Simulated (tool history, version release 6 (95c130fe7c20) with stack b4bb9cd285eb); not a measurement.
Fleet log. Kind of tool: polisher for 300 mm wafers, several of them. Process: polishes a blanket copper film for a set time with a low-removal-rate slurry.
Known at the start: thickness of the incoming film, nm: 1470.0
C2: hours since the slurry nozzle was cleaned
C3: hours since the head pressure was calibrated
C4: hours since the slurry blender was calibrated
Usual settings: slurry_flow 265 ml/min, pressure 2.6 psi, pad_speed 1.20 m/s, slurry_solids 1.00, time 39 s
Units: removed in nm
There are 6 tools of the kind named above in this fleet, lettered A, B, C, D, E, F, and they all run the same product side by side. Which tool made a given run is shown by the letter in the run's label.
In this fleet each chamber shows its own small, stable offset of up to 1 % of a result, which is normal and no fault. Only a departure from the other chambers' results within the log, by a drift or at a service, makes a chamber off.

At hour 3.3: chamber D: worn pad replaced by a new one.
Run 1F, hour 6.2: usual settings; wafers polished on this pad 590; C2 122.2; C3 579.4; C4 60.4. Result: removed 131.38 nm.
Run 2B, hour 13.3: usual settings; wafers polished on this pad 882; C2 915.4; C3 901.9; C4 135.4. Result: removed 131.98 nm.
Run 3A, hour 20.3: usual settings; wafers polished on this pad 630; C2 643.9; C3 158.7; C4 109.5. Result: removed 132.17 nm.
At hour 23.0: chamber F: worn pad replaced by a new one.
At hour 27.8: chamber C: head pressure recalibrated.
Run 4C, hour 30.0: usual settings; wafers polished on this pad 807; C2 505.7; C3 2.2; C4 115.9. Result: removed 132.72 nm.
At hour 35.6: chamber A: worn pad replaced by a new one.
At hour 36.0: chamber B: slurry nozzle cleaned.
Run 5D, hour 36.4: usual settings but slurry_flow 225 ml/min, time 34 s; wafers polished on this pad 300; C2 41.4; C3 376.6; C4 37.4. Result: removed 113.64 nm.
Run 6E, hour 43.0: usual settings but slurry_flow 225 ml/min, time 34 s; wafers polished on this pad 492; C2 804.5; C3 621.7; C4 412.4. Result: removed 112.96 nm.
Run 7A, hour 47.6: usual settings but slurry_flow 225 ml/min, time 34 s; wafers polished on this pad 109; C2 671.2; C3 186.0; C4 136.8. Result: removed 111.37 nm.
Run 8E, hour 52.0: usual settings but slurry_flow 225 ml/min, time 34 s; wafers polished on this pad 573; C2 813.5; C3 630.7; C4 421.4. Result: removed 111.47 nm.
At hour 57.0: chamber B: head pressure recalibrated.
At hour 59.8: chamber B: worn pad replaced by a new one.
Run 9D, hour 59.9: usual settings but slurry_flow 225 ml/min, time 34 s; wafers polished on this pad 512; C2 64.9; C3 400.1; C4 60.9. Result: removed 113.83 nm.
Run 10B, hour 68.5: usual settings but slurry_flow 225 ml/min, time 34 s; wafers polished on this pad 79; C2 32.5; C3 11.5; C4 190.6. Result: removed 113.19 nm.
Run 11C, hour 75.7: usual settings but slurry_flow 320 ml/min; wafers polished on this pad 1221; C2 551.4; C3 47.9; C4 161.6. Result: removed 134.49 nm.
At hour 76.7: chamber E: slurry nozzle cleaned.
Run 12F, hour 82.6: usual settings but slurry_flow 320 ml/min; wafers polished on this pad 539; C2 198.6; C3 655.8; C4 136.8. Result: removed 134.66 nm.
At hour 83.3: chamber C: worn pad replaced by a new one.
At hour 85.0: chamber B: slurry blender recalibrated.
Run 13B, hour 90.3: usual settings but slurry_flow 320 ml/min; wafers polished on this pad 276; C2 54.3; C3 33.3; C4 5.3. Result: removed 137.84 nm.
At hour 90.8: chamber E: worn pad replaced by a new one.
Run 14F, hour 97.5: usual settings but slurry_flow 320 ml/min; wafers polished on this pad 674; C2 213.5; C3 670.7; C4 151.7. Result: removed 137.18 nm.
Run 15D, hour 103.2: usual settings but slurry_flow 320 ml/min; wafers polished on this pad 904; C2 108.2; C3 443.4; C4 104.2. Result: removed 137.05 nm.
At hour 106.8: chamber E: head pressure recalibrated.
At hour 108.1: chamber A: worn pad replaced by a new one.
Run 16C, hour 109.9: usual settings but slurry_flow 320 ml/min; wafers polished on this pad 241; C2 585.6; C3 82.1; C4 195.8. Result: removed 134.04 nm.
At hour 110.0: chamber D: slurry blender recalibrated.
Run 17E, hour 117.9: usual settings; wafers polished on this pad 246; C2 41.3; C3 11.2; C4 487.3. Result: removed 132.80 nm.
At hour 118.6: chamber A: slurry blender recalibrated.
At hour 120.6: chamber F: worn pad replaced by a new one.
At hour 124.5: chamber D: worn pad replaced by a new one.
Run 18A, hour 126.2: usual settings; wafers polished on this pad 164; C2 749.8; C3 264.6; C4 7.7. Result: removed 132.16 nm.
Run 19A, hour 133.4: usual settings; wafers polished on this pad 229; C2 757.0; C3 271.8; C4 14.9. Result: removed 131.73 nm.
At hour 140.6: chamber A: head pressure recalibrated.
Run 20F, hour 142.2: usual settings; wafers polished on this pad 195; C2 258.2; C3 715.4; C4 196.4. Result: removed 135.82 nm.
Run 21E, hour 149.2: usual settings; wafers polished on this pad 529; C2 72.6; C3 42.5; C4 518.6. Result: removed 132.10 nm.
Run 22C, hour 155.2: usual settings but slurry_flow 235 ml/min, pad_speed 1.56 m/s; wafers polished on this pad 650; C2 630.9; C3 127.4; C4 241.1. Result: removed 167.69 nm.
At hour 155.5: chamber E: slurry blender recalibrated.
Run 23B, hour 160.5: usual settings but slurry_flow 235 ml/min, pad_speed 1.56 m/s; wafers polished on this pad 912; C2 124.5; C3 103.5; C4 75.5. Result: removed 171.73 nm.
At hour 168.7: chamber D: head pressure recalibrated.
Run 24D, hour 169.9: usual settings but slurry_flow 235 ml/min, pad_speed 1.56 m/s; wafers polished on this pad 411; C2 174.9; C3 1.2; C4 59.9. Result: removed 172.72 nm.
At hour 170.1: chamber A: slurry nozzle cleaned.
Run 25A, hour 177.2: usual settings but slurry_flow 235 ml/min, pad_speed 1.56 m/s; wafers polished on this pad 626; C2 7.1; C3 36.6; C4 58.7. Result: removed 167.59 nm.
Run 26B, hour 182.5: usual settings but slurry_flow 235 ml/min, pad_speed 1.56 m/s; wafers polished on this pad 1111; C2 146.5; C3 125.5; C4 97.5. Result: removed 174.37 nm.
At hour 187.5: chamber E: worn pad replaced by a new one.
Run 27E, hour 191.6: usual settings but slurry_flow 235 ml/min, pad_speed 1.56 m/s; wafers polished on this pad 37; C2 115.0; C3 84.9; C4 36.2. Result: removed 170.63 nm.
At hour 191.8: chamber A: worn pad replaced by a new one.
Run 28D, hour 195.9: usual settings; wafers polished on this pad 646; C2 200.9; C3 27.2; C4 85.9. Result: removed 133.57 nm.
At hour 201.4: chamber F: slurry nozzle cleaned.
Run 29C, hour 202.1: usual settings; wafers polished on this pad 1075; C2 677.8; C3 174.3; C4 288.0. Result: removed 130.73 nm.
Run 30F, hour 209.7: usual settings; wafers polished on this pad 806; C2 8.3; C3 782.9; C4 263.9. Result: removed 141.48 nm.
At hour 213.7: chamber C: slurry blender recalibrated.
At hour 214.1: chamber B: worn pad replaced by a new one.
Run 31E, hour 214.2: usual settings but slurry_flow 320 ml/min, time 50 s; wafers polished on this pad 242; C2 137.6; C3 107.5; C4 58.8. Result: removed 170.18 nm.
Run 32C, hour 220.5: usual settings but slurry_flow 320 ml/min, time 50 s; wafers polished on this pad 1241; C2 696.2; C3 192.7; C4 6.8. Result: removed 172.33 nm.
At hour 221.7: chamber D: slurry blender recalibrated.
At hour 224.3: chamber F: worn pad replaced by a new one.
Run 33A, hour 226.9: usual settings but slurry_flow 320 ml/min, time 50 s; wafers polished on this pad 317; C2 56.8; C3 86.3; C4 108.4. Result: removed 171.12 nm.
Run 34F, hour 233.8: usual settings but slurry_flow 320 ml/min, time 50 s; wafers polished on this pad 86; C2 32.4; C3 807.0; C4 288.0. Result: removed 181.74 nm.
Run 35D, hour 241.9: usual settings but slurry_flow 320 ml/min, time 50 s; wafers polished on this pad 1062; C2 246.9; C3 73.2; C4 20.2. Result: removed 172.06 nm.
Run 36B, hour 248.1: usual settings but slurry_flow 320 ml/min, time 50 s; wafers polished on this pad 308; C2 212.1; C3 191.1; C4 163.1. Result: removed 175.73 nm.

One chamber off, gauge drift, or nothing amiss beyond the chambers' own small offsets? If it is a chamber, which one, and what is the likeliest cause?

Little by little, chamber F moves away from the other chambers.
Cause: head's pressure above its setpoint, % = 6.86.

Chamber F could run next with any of the 4 candidate recipes listed below; each alters the usual settings, and their results appear as question marks. Which one brings its results back in line with what the other chambers deliver on the usual settings?
A result is in line if it is within this distance of the other chambers' mean on the usual settings: removed 3.20 nm
Run 37F-1, hour 255.2: usual settings but pad_speed 1.16 m/s, time 38 s. Result: removed ?.
Run 37F-2, hour 255.2: usual settings but time 35 s. Result: removed ?.
Run 37F-3, hour 255.2: usual settings but pressure 2.7 psi, pad_speed 1.24 m/s. Result: removed ?.
Run 37F-4, hour 255.2: usual settings but pressure 2.7 psi, pad_speed 1.24 m/s, time 41 s. Result: removed ?.

The other chambers' mean on the usual settings: removed 132.43 nm
  run  removed
37F-1   133.10
37F-2   126.79
37F-3   151.57
37F-4   159.34
With 37F-1, the chamber falls back in line with the rest.

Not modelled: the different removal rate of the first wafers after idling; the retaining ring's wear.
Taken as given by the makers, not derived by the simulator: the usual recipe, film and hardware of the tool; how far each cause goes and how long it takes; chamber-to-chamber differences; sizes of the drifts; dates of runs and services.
